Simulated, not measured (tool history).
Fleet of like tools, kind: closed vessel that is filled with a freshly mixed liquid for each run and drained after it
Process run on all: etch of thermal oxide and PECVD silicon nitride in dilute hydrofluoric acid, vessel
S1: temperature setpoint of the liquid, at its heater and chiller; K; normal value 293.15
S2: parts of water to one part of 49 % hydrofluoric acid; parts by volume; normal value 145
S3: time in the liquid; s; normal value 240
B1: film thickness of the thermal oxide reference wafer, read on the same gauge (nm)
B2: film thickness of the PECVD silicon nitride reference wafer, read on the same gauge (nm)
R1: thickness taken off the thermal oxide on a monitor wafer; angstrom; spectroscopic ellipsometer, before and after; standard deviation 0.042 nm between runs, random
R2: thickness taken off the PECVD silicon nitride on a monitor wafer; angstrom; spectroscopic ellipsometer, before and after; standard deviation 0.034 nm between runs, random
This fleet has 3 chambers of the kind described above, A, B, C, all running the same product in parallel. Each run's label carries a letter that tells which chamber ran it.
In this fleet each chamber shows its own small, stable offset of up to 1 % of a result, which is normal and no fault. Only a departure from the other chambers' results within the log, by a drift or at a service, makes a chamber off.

Run 1B, day 0.129: usual settings; B1 60.023; B2 100.000. Result: R1 63.945 angstrom, R2 72.863 angstrom.
Run 2A, day 0.279: usual settings; B1 60.021; B2 99.998. Result: R1 63.571 angstrom, R2 72.186 angstrom.
Run 3C, day 0.367: usual settings; B1 60.006; B2 100.010. Result: R1 64.302 angstrom, R2 73.216 angstrom.
Run 4A, day 0.525: usual settings; B1 59.993; B2 99.978. Result: R1 63.774 angstrom, R2 71.487 angstrom.
Run 5B, day 0.667: usual settings but S1 295.65 K; B1 59.984; B2 99.993. Result: R1 69.677 angstrom, R2 85.277 angstrom.
Run 6C, day 0.858: usual settings but S1 295.65 K; B1 60.004; B2 99.973. Result: R1 70.146 angstrom, R2 85.770 angstrom.
Run 7C, day 1.025: usual settings but S1 295.65 K; B1 60.039; B2 99.991. Result: R1 70.183 angstrom, R2 85.119 angstrom.
Run 8B, day 1.121: usual settings; B1 59.990; B2 99.993. Result: R1 63.721 angstrom, R2 72.894 angstrom.
Run 9A, day 1.267: usual settings; B1 59.986; B2 99.993. Result: R1 63.742 angstrom, R2 71.738 angstrom.
Run 10C, day 1.375: usual settings; B1 60.014; B2 100.000. Result: R1 63.620 angstrom, R2 72.330 angstrom.
Run 11B, day 1.467: usual settings; B1 60.041; B2 99.991. Result: R1 63.208 angstrom, R2 72.232 angstrom.
Run 12A, day 1.567: usual settings; B1 59.979; B2 100.010. Result: R1 63.347 angstrom, R2 72.287 angstrom.
Run 13C, day 1.662: usual settings; B1 60.008; B2 100.010. Result: R1 62.826 angstrom, R2 72.082 angstrom.
Run 14B, day 1.833: usual settings; B1 60.000; B2 100.010. Result: R1 63.536 angstrom, R2 72.408 angstrom.
Run 15A, day 1.996: usual settings; B1 60.001; B2 99.997. Result: R1 62.866 angstrom, R2 72.403 angstrom.
Run 16C, day 2.104: usual settings; B1 59.983; B2 99.984. Result: R1 62.893 angstrom, R2 72.616 angstrom.
Run 17B, day 2.296: usual settings but S1 290.15 K; B1 60.020; B2 99.998. Result: R1 56.227 angstrom, R2 59.180 angstrom.
Run 18A, day 2.404: usual settings but S1 290.15 K; B1 59.955; B2 99.993. Result: R1 56.133 angstrom, R2 58.981 angstrom.
Run 19C, day 2.567: usual settings but S1 290.15 K; B1 60.011; B2 99.982. Result: R1 56.006 angstrom, R2 59.726 angstrom.
Run 20B, day 2.667: usual settings; B1 59.997; B2 100.000. Result: R1 62.993 angstrom, R2 72.712 angstrom.
Run 21A, day 2.825: usual settings; B1 59.989; B2 100.010. Result: R1 62.828 angstrom, R2 71.967 angstrom.
Run 22C, day 3.000: usual settings; B1 59.975; B2 99.983. Result: R1 63.421 angstrom, R2 72.432 angstrom.
Run 23B, day 3.175: usual settings but S1 295.15 K; B1 60.018; B2 100.010. Result: R1 69.194 angstrom, R2 82.441 angstrom.
Run 24A, day 3.312: usual settings but S1 295.15 K; B1 60.023; B2 100.010. Result: R1 68.856 angstrom, R2 82.257 angstrom.
Run 25C, day 3.458: usual settings but S1 295.15 K; B1 59.987; B2 99.995. Result: R1 69.195 angstrom, R2 83.046 angstrom.
Run 26B, day 3.554: usual settings; B1 60.040; B2 99.999. Result: R1 63.303 angstrom, R2 72.887 angstrom.
Run 27A, day 3.704: usual settings but S2 90 parts by volume, S3 355 s; B1 60.023; B2 100.000. Result: R1 162.180 angstrom, R2 170.720 angstrom.
Run 28A, day 3.796: usual settings but S2 90 parts by volume, S3 355 s; B1 59.986; B2 99.990. Result: R1 160.160 angstrom, R2 170.040 angstrom.
Run 29C, day 3.908: usual settings but S2 90 parts by volume, S3 355 s; B1 59.973; B2 100.010. Result: R1 158.510 angstrom, R2 170.110 angstrom.
Run 30B, day 4.025: usual settings but S1 297.15 K, S2 170 parts by volume; B1 60.020; B2 100.000. Result: R1 61.225 angstrom, R2 79.739 angstrom.
Run 31A, day 4.167: usual settings but S1 297.15 K, S2 170 parts by volume; B1 59.946; B2 100.020. Result: R1 61.070 angstrom, R2 79.021 angstrom.
Run 32C, day 4.296: usual settings but S1 297.15 K, S2 170 parts by volume; B1 60.022; B2 99.983. Result: R1 61.900 angstrom, R2 80.262 angstrom.
Run 33B, day 4.425: usual settings but S1 295.65 K, S2 90 parts by volume; B1 59.982; B2 99.992. Result: R1 120.590 angstrom, R2 137.210 angstrom.
Run 34B, day 4.554: usual settings but S1 295.65 K, S2 90 parts by volume; B1 59.957; B2 100.020. Result: R1 120.600 angstrom, R2 137.560 angstrom.
Run 35C, day 4.758: usual settings but S1 295.65 K, S2 90 parts by volume; B1 59.998; B2 100.010. Result: R1 118.590 angstrom, R2 135.620 angstrom.

Next, every chamber runs the same settings. What will each give?
Run 36A, day 4.908: usual settings. Result: R1 ?, R2 ?.
Run 36B, day 4.908: usual settings. Result: R1 ?, R2 ?.
Run 36C, day 4.908: usual settings. Result: R1 ?, R2 ?.

run      R1      R2
36A  63.172  72.140
36B  62.721  72.628
36C  63.084  72.157
